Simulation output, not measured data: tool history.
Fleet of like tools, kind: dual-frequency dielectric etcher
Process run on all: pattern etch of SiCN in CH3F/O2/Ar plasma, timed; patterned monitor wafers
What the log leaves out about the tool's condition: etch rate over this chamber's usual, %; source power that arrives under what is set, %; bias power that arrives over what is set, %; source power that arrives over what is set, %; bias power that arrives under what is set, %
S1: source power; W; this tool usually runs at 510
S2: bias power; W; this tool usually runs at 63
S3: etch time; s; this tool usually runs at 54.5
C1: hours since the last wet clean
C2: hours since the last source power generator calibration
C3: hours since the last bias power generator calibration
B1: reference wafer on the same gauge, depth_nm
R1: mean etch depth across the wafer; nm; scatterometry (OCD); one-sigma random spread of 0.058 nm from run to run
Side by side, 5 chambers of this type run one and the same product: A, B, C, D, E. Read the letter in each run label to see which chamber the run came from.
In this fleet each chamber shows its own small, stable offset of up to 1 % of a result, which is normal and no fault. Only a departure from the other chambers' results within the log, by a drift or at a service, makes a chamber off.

run 1D hour=2.8 | S1=510 S2=63 S3=54.5 | C1=415.5 C2=494.4 C3=342.4 | B1=18.099 | R1=21.66
run 2A hour=5.7 | S1=510 S2=63 S3=54.5 | C1=472.6 C2=348.2 C3=50.3 | B1=18.1 | R1=21.301
run 3C hour=11.5 | S1=510 S2=63 S3=54.5 | C1=15.4 C2=293 C3=1548.7 | B1=18.105 | R1=21.281
run 4E hour=14.6 | S1=510 S2=63 S3=54.5 | C1=339 C2=4249.3 C3=2231.5 | B1=18.09 | R1=21.578
run 5B hour=18.4 | S1=510 S2=63 S3=54.5 | C1=93.9 C2=908.7 C3=1084.4 | B1=18.109 | R1=21.399
run 6A hour=21.6 | S1=510 S2=63 S3=54.5 | C1=488.5 C2=364.1 C3=66.2 | B1=18.103 | R1=21.302
run 7D hour=26.6 | S1=510 S2=63 S3=62 | C1=439.3 C2=518.2 C3=366.2 | B1=18.1 | R1=24.729
run 8E hour=30 | S1=510 S2=63 S3=62 | C1=354.4 C2=4264.7 C3=2246.9 | B1=18.087 | R1=24.526
run 9B hour=35.8 | S1=510 S2=63 S3=62 | C1=111.3 C2=926.1 C3=1101.8 | B1=18.115 | R1=24.348
run 10C hour=40.4 | S1=510 S2=63 S3=62 | C1=44.3 C2=321.9 C3=1577.6 | B1=18.106 | R1=24.27
run 11A hour=45.8 | S1=510 S2=63 S3=62 | C1=512.7 C2=388.3 C3=90.4 | B1=18.108 | R1=24.336
run 12E hour=49.3 | S1=510 S2=63 S3=54.5 | C1=373.7 C2=4284 C3=2266.2 | B1=18.103 | R1=21.641
run 13B hour=54.1 | S1=510 S2=63 S3=54.5 | C1=129.6 C2=944.4 C3=1120.1 | B1=18.102 | R1=21.451
run 14D hour=58.3 | S1=600 S2=79 S3=54.5 | C1=471 C2=549.9 C3=397.9 | B1=18.093 | R1=24.804
run 15C hour=63.6 | S1=600 S2=79 S3=54.5 | C1=67.5 C2=345.1 C3=1600.8 | B1=18.099 | R1=24.556
run 16A hour=69.4 | S1=600 S2=79 S3=54.5 | C1=536.3 C2=411.9 C3=114 | B1=18.089 | R1=24.542
run 17D hour=75.2 | S1=600 S2=79 S3=54.5 | C1=487.9 C2=566.8 C3=414.8 | B1=18.112 | R1=24.889
run 18C hour=78.3 | S1=600 S2=79 S3=54.5 | C1=82.2 C2=359.8 C3=1615.5 | B1=18.103 | R1=24.585
run 19B hour=84 | S1=510 S2=63 S3=54.5 | C1=159.5 C2=974.3 C3=1150 | B1=18.092 | R1=21.504
run 20E hour=89.9 | S1=510 S2=63 S3=54.5 | C1=414.3 C2=4324.6 C3=2306.8 | B1=18.094 | R1=21.476
run 21C hour=94.4 | S1=510 S2=63 S3=54.5 | C1=98.3 C2=375.9 C3=1631.6 | B1=18.104 | R1=21.245
run 22B hour=99.3 | S1=510 S2=63 S3=54.5 | C1=174.8 C2=989.6 C3=1165.3 | B1=18.096 | R1=21.548
run 23E hour=104.5 | S1=510 S2=63 S3=54.5 | C1=428.9 C2=4339.2 C3=2321.4 | B1=18.1 | R1=21.548
run 24A hour=109.3 | S1=510 S2=63 S3=54.5 | C1=576.2 C2=451.8 C3=153.9 | B1=18.105 | R1=21.409
run 25D hour=113 | S1=510 S2=63 S3=54.5 | C1=525.7 C2=604.6 C3=452.6 | B1=18.107 | R1=21.547
run 26E hour=118 | S1=510 S2=63 S3=54.5 | C1=442.4 C2=4352.7 C3=2334.9 | B1=18.086 | R1=21.657
run 27A hour=122.6 | S1=510 S2=63 S3=54.5 | C1=589.5 C2=465.1 C3=167.2 | B1=18.09 | R1=21.32
run 28B hour=126.1 | S1=510 S2=63 S3=54.5 | C1=201.6 C2=1016.4 C3=1192.1 | B1=18.094 | R1=21.512
run 29D hour=131.9 | S1=510 S2=63 S3=54.5 | C1=544.6 C2=623.5 C3=471.5 | B1=18.097 | R1=21.693
run 30C hour=138.1 | S1=510 S2=63 S3=48.5 | C1=142 C2=419.6 C3=1675.3 | B1=18.107 | R1=19.085
run 31B hour=142.2 | S1=510 S2=63 S3=48.5 | C1=217.7 C2=1032.5 C3=1208.2 | B1=18.085 | R1=19.152
run 32E hour=147.7 | S1=510 S2=63 S3=48.5 | C1=472.1 C2=4382.4 C3=2364.6 | B1=18.088 | R1=19.2

Which is it: a chamber that has drifted or been left off by a service, a gauge drift common to all chambers, or only each chamber's usual small offset? If a chamber is off, name it and its likeliest cause.

Nothing is wrong: each chamber keeps only its own small, steady offset and the gauge holds still.
